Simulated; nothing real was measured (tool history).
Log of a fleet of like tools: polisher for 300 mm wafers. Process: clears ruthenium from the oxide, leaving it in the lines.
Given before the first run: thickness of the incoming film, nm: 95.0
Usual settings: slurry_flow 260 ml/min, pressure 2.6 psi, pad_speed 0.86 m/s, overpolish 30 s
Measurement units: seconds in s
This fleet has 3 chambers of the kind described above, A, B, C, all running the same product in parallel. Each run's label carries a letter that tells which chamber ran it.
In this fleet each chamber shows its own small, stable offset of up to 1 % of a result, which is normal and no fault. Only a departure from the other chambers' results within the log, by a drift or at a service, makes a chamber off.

run	hour	slurry_flow	pressure	pad_speed	overpolish	seconds
1B	5.2	260	2.6	0.86	30	73.020
2C	11.1	260	2.6	0.86	30	72.664
3A	17.1	260	2.6	0.86	30	73.932
4C	20.0	260	2.6	0.86	30	70.981
5A	25.0	330	2.6	1.00	30	61.584
6B	31.1	330	2.6	1.00	30	60.805
7C	34.9	330	2.6	1.00	30	59.988
8B	39.1	260	2.6	0.86	30	71.976
9A	44.8	260	2.6	0.86	30	74.879
10B	49.0	260	2.6	0.86	30	71.840
# hour 49.6: chamber C: worn pad replaced by a new one
11C	52.9	260	2.6	0.86	30	71.322
12A	58.5	260	2.6	0.86	30	74.935
13B	62.9	260	2.6	0.86	30	70.743
14A	66.1	260	2.6	0.86	30	73.717
15C	70.5	260	2.1	0.68	30	113.940
16B	76.4	260	2.1	0.68	30	110.730
17C	82.6	260	2.1	0.68	30	113.790
18A	85.5	195	2.6	0.86	44	78.175
19A	90.7	195	2.6	0.86	44	76.445
20B	95.3	195	2.6	0.86	44	75.405
21C	98.8	260	2.6	0.86	30	72.227
22C	102.9	260	2.6	0.86	30	72.894
23A	106.9	260	2.6	0.86	30	77.193
24B	113.1	260	2.6	0.86	30	72.395
25B	119.0	260	2.6	0.86	30	72.875
26A	122.6	260	2.6	0.86	30	76.664
# hour 125.6: chamber B: worn pad replaced by a new one
27C	128.2	295	2.6	0.76	30	80.890
28A	131.9	295	2.6	0.76	30	86.355
29B	135.4	295	2.6	0.76	30	79.855
30C	140.9	260	2.6	0.86	30	72.285
31A	145.4	260	2.6	0.86	30	76.315
32C	149.2	260	2.6	0.86	30	72.005
33B	155.3	260	2.6	0.86	45	74.519
34B	159.2	260	2.6	0.86	45	72.287
35C	164.7	260	2.6	0.86	45	72.052
# hour 168.4: chamber C: worn pad replaced by a new one
36A	170.7	260	2.6	0.86	30	78.732
37A	176.6	260	2.6	0.86	30	80.226
38B	182.5	260	2.6	0.86	30	71.886
39C	187.3	260	2.6	0.86	30	74.182
# hour 188.9: chamber B: slurry nozzle cleaned
40C	193.3	260	2.6	0.86	30	72.871
41A	196.4	260	3.3	0.86	14	64.279
42B	201.8	260	3.3	0.86	14	56.653

Next, all 3 chambers run the settings below, one line each with question marks for the results. What does each chamber give?
43A	206.3	260	2.6	0.86	30	?
43B	206.3	260	2.6	0.86	30	?
43C	206.3	260	2.6	0.86	30	?

run	seconds
43A	81.665
43B	71.475
43C	72.840
